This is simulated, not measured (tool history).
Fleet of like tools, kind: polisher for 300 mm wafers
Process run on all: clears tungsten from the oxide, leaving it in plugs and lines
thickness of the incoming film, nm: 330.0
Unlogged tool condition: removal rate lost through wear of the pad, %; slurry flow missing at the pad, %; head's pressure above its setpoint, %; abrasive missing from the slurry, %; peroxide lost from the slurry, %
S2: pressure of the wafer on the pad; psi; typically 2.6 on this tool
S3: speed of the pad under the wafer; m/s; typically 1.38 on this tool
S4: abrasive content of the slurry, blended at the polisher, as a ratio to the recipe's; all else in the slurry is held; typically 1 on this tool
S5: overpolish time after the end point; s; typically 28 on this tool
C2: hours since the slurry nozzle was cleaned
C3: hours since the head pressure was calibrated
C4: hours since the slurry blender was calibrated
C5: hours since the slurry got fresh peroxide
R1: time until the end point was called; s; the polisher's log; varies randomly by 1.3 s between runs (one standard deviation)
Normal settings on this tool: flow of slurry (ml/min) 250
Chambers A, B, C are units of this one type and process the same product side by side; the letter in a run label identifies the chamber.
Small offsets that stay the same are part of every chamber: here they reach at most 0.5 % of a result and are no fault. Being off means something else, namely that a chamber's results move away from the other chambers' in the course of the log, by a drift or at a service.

-- day=0.067 chamber A: head pressure recalibrated
run 1A day=0.296 | flow_of_slurry_(ml/min)=250 S2=2.6 S3=1.38 S4=1 S5=28 | wafers_polished_on_this_pad=268 C2=261.7 C3=5.6 C4=134 C5=48.7 | R1=69.084
-- day=0.458 chamber C: slurry tank refilled with fresh slurry and peroxide
-- day=0.625 chamber C: slurry blender recalibrated
run 2C day=0.742 | flow_of_slurry_(ml/min)=250 S2=2.6 S3=1.38 S4=1 S5=28 | wafers_polished_on_this_pad=878 C2=516 C3=41.3 C4=2.8 C5=6.9 | R1=66.178
-- day=0.921 chamber C: worn pad replaced by a new one
run 3B day=1.092 | flow_of_slurry_(ml/min)=250 S2=2.6 S3=1.38 S4=1 S5=28 | wafers_polished_on_this_pad=810 C2=649.1 C3=890.3 C4=93.4 C5=37.9 | R1=66.778
-- day=1.533 chamber B: slurry blender recalibrated
run 4A day=1.629 | flow_of_slurry_(ml/min)=250 S2=2.6 S3=1.38 S4=1 S5=28 | wafers_polished_on_this_pad=631 C2=293.7 C3=37.6 C4=166 C5=80.7 | R1=66.81
run 5B day=1.921 | flow_of_slurry_(ml/min)=250 S2=2.6 S3=1.38 S4=0.85 S5=41 | wafers_polished_on_this_pad=1036 C2=669 C3=910.2 C4=9.3 C5=57.8 | R1=67.438
-- day=2.167 chamber A: worn pad replaced by a new one
-- day=2.229 chamber A: slurry blender recalibrated
-- day=2.254 chamber B: worn pad replaced by a new one
run 6C day=2.362 | flow_of_slurry_(ml/min)=250 S2=2.6 S3=1.38 S4=0.85 S5=41 | wafers_polished_on_this_pad=393 C2=554.9 C3=80.2 C4=41.7 C5=45.8 | R1=69.377
run 7C day=2.633 | flow_of_slurry_(ml/min)=250 S2=2.6 S3=1.38 S4=0.85 S5=41 | wafers_polished_on_this_pad=466 C2=561.4 C3=86.7 C4=48.2 C5=52.3 | R1=71.071
run 8A day=2.871 | flow_of_slurry_(ml/min)=250 S2=1.8 S3=0.94 S4=1 S5=28 | wafers_polished_on_this_pad=191 C2=323.5 C3=67.4 C4=15.5 C5=110.5 | R1=140.79
run 9B day=3.308 | flow_of_slurry_(ml/min)=250 S2=1.8 S3=0.94 S4=1 S5=28 | wafers_polished_on_this_pad=287 C2=702.3 C3=943.5 C4=42.6 C5=91.1 | R1=142.03
-- day=3.704 chamber B: slurry tank refilled with fresh slurry and peroxide
-- day=3.742 chamber C: worn pad replaced by a new one
run 10B day=3.779 | flow_of_slurry_(ml/min)=250 S2=1.8 S3=0.94 S4=1 S5=28 | wafers_polished_on_this_pad=415 C2=713.6 C3=954.8 C4=53.9 C5=1.9 | R1=141.54
run 11C day=4.267 | flow_of_slurry_(ml/min)=250 S2=2.6 S3=1.38 S4=1 S5=28 | wafers_polished_on_this_pad=143 C2=600.6 C3=125.9 C4=87.4 C5=91.5 | R1=66.583
run 12A day=4.75 | flow_of_slurry_(ml/min)=250 S2=2.6 S3=1.38 S4=1 S5=28 | wafers_polished_on_this_pad=704 C2=368.6 C3=112.5 C4=60.6 C5=155.6 | R1=69.384
run 13B day=5.021 | flow_of_slurry_(ml/min)=250 S2=2.6 S3=1.38 S4=1 S5=28 | wafers_polished_on_this_pad=754 C2=743.4 C3=984.6 C4=83.7 C5=31.7 | R1=68.804
-- day=5.071 chamber A: worn pad replaced by a new one
-- day=5.088 chamber C: slurry blender recalibrated
run 14A day=5.4 | flow_of_slurry_(ml/min)=215 S2=2.6 S3=0.92 S4=1 S5=28 | wafers_polished_on_this_pad=90 C2=384.2 C3=128.1 C4=76.2 C5=171.2 | R1=108.21
-- day=5.85 chamber A: slurry nozzle cleaned
run 15C day=5.921 | flow_of_slurry_(ml/min)=215 S2=2.6 S3=0.92 S4=1 S5=28 | wafers_polished_on_this_pad=594 C2=640.3 C3=165.6 C4=20 C5=131.2 | R1=105.08
-- day=5.988 chamber B: worn pad replaced by a new one
-- day=6.146 chamber B: slurry blender recalibrated
run 16A day=6.354 | flow_of_slurry_(ml/min)=215 S2=2.6 S3=0.92 S4=1 S5=28 | wafers_polished_on_this_pad=350 C2=12.1 C3=151 C4=99.1 C5=194.1 | R1=106.11
-- day=6.488 chamber C: worn pad replaced by a new one
run 17C day=6.608 | flow_of_slurry_(ml/min)=250 S2=2.6 S3=1.38 S4=1 S5=28 | wafers_polished_on_this_pad=32 C2=656.8 C3=182.1 C4=36.5 C5=147.7 | R1=67.907
run 18B day=7.05 | flow_of_slurry_(ml/min)=250 S2=2.6 S3=1.38 S4=1 S5=28 | wafers_polished_on_this_pad=290 C2=792.1 C3=1033.3 C4=21.7 C5=80.4 | R1=66.919
-- day=7.267 chamber C: slurry tank refilled with fresh slurry and peroxide
run 19B day=7.288 | flow_of_slurry_(ml/min)=250 S2=2.6 S3=1.38 S4=1 S5=28 | wafers_polished_on_this_pad=354 C2=797.8 C3=1039 C4=27.4 C5=86.1 | R1=67.153
run 20C day=7.7 | flow_of_slurry_(ml/min)=250 S2=2.6 S3=1.38 S4=1 S5=40 | wafers_polished_on_this_pad=330 C2=683 C3=208.3 C4=62.7 C5=10.5 | R1=66.098
run 21A day=8.183 | flow_of_slurry_(ml/min)=250 S2=2.6 S3=1.38 S4=1 S5=40 | wafers_polished_on_this_pad=849 C2=56 C3=194.9 C4=143 C5=238 | R1=73.727
-- day=8.279 chamber A: worn pad replaced by a new one
-- day=8.483 chamber B: slurry tank refilled with fresh slurry and peroxide
-- day=8.533 chamber A: slurry blender recalibrated
run 22A day=8.646 | flow_of_slurry_(ml/min)=250 S2=2.6 S3=1.38 S4=1 S5=40 | wafers_polished_on_this_pad=100 C2=67.1 C3=206 C4=2.7 C5=249.1 | R1=72.374
run 23C day=9.129 | flow_of_slurry_(ml/min)=250 S2=2.6 S3=1.38 S4=1 S5=28 | wafers_polished_on_this_pad=720 C2=717.3 C3=242.6 C4=97 C5=44.8 | R1=68.934
run 24B day=9.442 | flow_of_slurry_(ml/min)=250 S2=2.6 S3=1.38 S4=1 S5=28 | wafers_polished_on_this_pad=941 C2=849.5 C3=1090.7 C4=79.1 C5=23.1 | R1=69.833
-- day=9.454 chamber C: worn pad replaced by a new one
-- day=9.788 chamber B: head pressure recalibrated
run 25A day=9.8 | flow_of_slurry_(ml/min)=250 S2=2.6 S3=1.38 S4=1 S5=17 | wafers_polished_on_this_pad=415 C2=94.8 C3=233.7 C4=30.4 C5=276.8 | R1=77.201
-- day=10.125 chamber C: slurry blender recalibrated
run 26C day=10.129 | flow_of_slurry_(ml/min)=250 S2=2.6 S3=1.38 S4=1 S5=17 | wafers_polished_on_this_pad=185 C2=741.3 C3=266.6 C4=0.2 C5=68.8 | R1=67.419
-- day=10.25 chamber B: worn pad replaced by a new one
run 27B day=10.383 | flow_of_slurry_(ml/min)=250 S2=2.6 S3=1.38 S4=1 S5=17 | wafers_polished_on_this_pad=36 C2=872.1 C3=14.3 C4=101.7 C5=45.7 | R1=67.231
run 28B day=10.775 | flow_of_slurry_(ml/min)=250 S2=2.6 S3=1.38 S4=1 S5=28 | wafers_polished_on_this_pad=143 C2=881.5 C3=23.7 C4=111.1 C5=55.1 | R1=67.727
-- day=10.825 chamber B: slurry blender recalibrated
-- day=11.138 chamber A: worn pad replaced by a new one
run 29A day=11.171 | flow_of_slurry_(ml/min)=320 S2=2.6 S3=1.38 S4=1 S5=28 | wafers_polished_on_this_pad=10 C2=127.7 C3=266.6 C4=63.3 C5=309.7 | R1=74.49
run 30C day=11.479 | flow_of_slurry_(ml/min)=320 S2=2.6 S3=1.38 S4=1 S5=28 | wafers_polished_on_this_pad=553 C2=773.7 C3=299 C4=32.6 C5=101.2 | R1=68.967
run 31A day=11.85 | flow_of_slurry_(ml/min)=320 S2=2.6 S3=1.38 S4=1 S5=28 | wafers_polished_on_this_pad=195 C2=144 C3=282.9 C4=79.6 C5=326 | R1=78.947
run 32C day=12.379 | flow_of_slurry_(ml/min)=310 S2=2.6 S3=1.38 S4=1 S5=28 | wafers_polished_on_this_pad=798 C2=795.3 C3=320.6 C4=54.2 C5=122.8 | R1=63.478
-- day=12.442 chamber B: slurry nozzle cleaned
-- day=12.546 chamber C: worn pad replaced by a new one
run 33B day=12.75 | flow_of_slurry_(ml/min)=310 S2=2.6 S3=1.38 S4=1 S5=28 | wafers_polished_on_this_pad=682 C2=7.4 C3=71.1 C4=46.3 C5=102.5 | R1=64.25
-- day=12.767 chamber B: slurry tank refilled with fresh slurry and peroxide
-- day=12.992 chamber C: slurry nozzle cleaned
run 34C day=13.179 | flow_of_slurry_(ml/min)=310 S2=2.6 S3=1.38 S4=1 S5=28 | wafers_polished_on_this_pad=173 C2=4.5 C3=339.8 C4=73.4 C5=142 | R1=65.697
run 35A day=13.512 | flow_of_slurry_(ml/min)=250 S2=2.6 S3=1.38 S4=1 S5=28 | wafers_polished_on_this_pad=648 C2=183.9 C3=322.8 C4=119.5 C5=365.9 | R1=85.117
-- day=13.958 chamber C: slurry tank refilled with fresh slurry and peroxide
run 36B day=14 | flow_of_slurry_(ml/min)=250 S2=2.6 S3=1.38 S4=1 S5=28 | wafers_polished_on_this_pad=1022 C2=37.4 C3=101.1 C4=76.3 C5=29.7 | R1=68.004
-- day=14.438 chamber A: worn pad replaced by a new one
run 37C day=14.483 | flow_of_slurry_(ml/min)=250 S2=2.6 S3=1.1 S4=1.3 S5=28 | wafers_polished_on_this_pad=528 C2=35.8 C3=371.1 C4=104.7 C5=12.6 | R1=79.503
run 38B day=14.85 | flow_of_slurry_(ml/min)=250 S2=2.6 S3=1.1 S4=1.3 S5=28 | wafers_polished_on_this_pad=1254 C2=57.8 C3=121.5 C4=96.7 C5=50.1 | R1=79.639
-- day=15.133 chamber A: slurry blender recalibrated
run 39A day=15.196 | flow_of_slurry_(ml/min)=250 S2=2.6 S3=1.1 S4=1.3 S5=28 | wafers_polished_on_this_pad=206 C2=224.3 C3=363.2 C4=1.6 C5=406.3 | R1=108.52

Each of the 3 chambers runs these same settings next. Fill in every chamber's results:
run 40A day=15.583 | flow_of_slurry_(ml/min)=250 S2=2.6 S3=1.38 S4=1 S5=28 | R1=?
run 40B day=15.583 | flow_of_slurry_(ml/min)=250 S2=2.6 S3=1.38 S4=1 S5=28 | R1=?
run 40C day=15.583 | flow_of_slurry_(ml/min)=250 S2=2.6 S3=1.38 S4=1 S5=28 | R1=?

run=40A R1=86.49
run=40B R1=67.664
run=40C R1=67.729
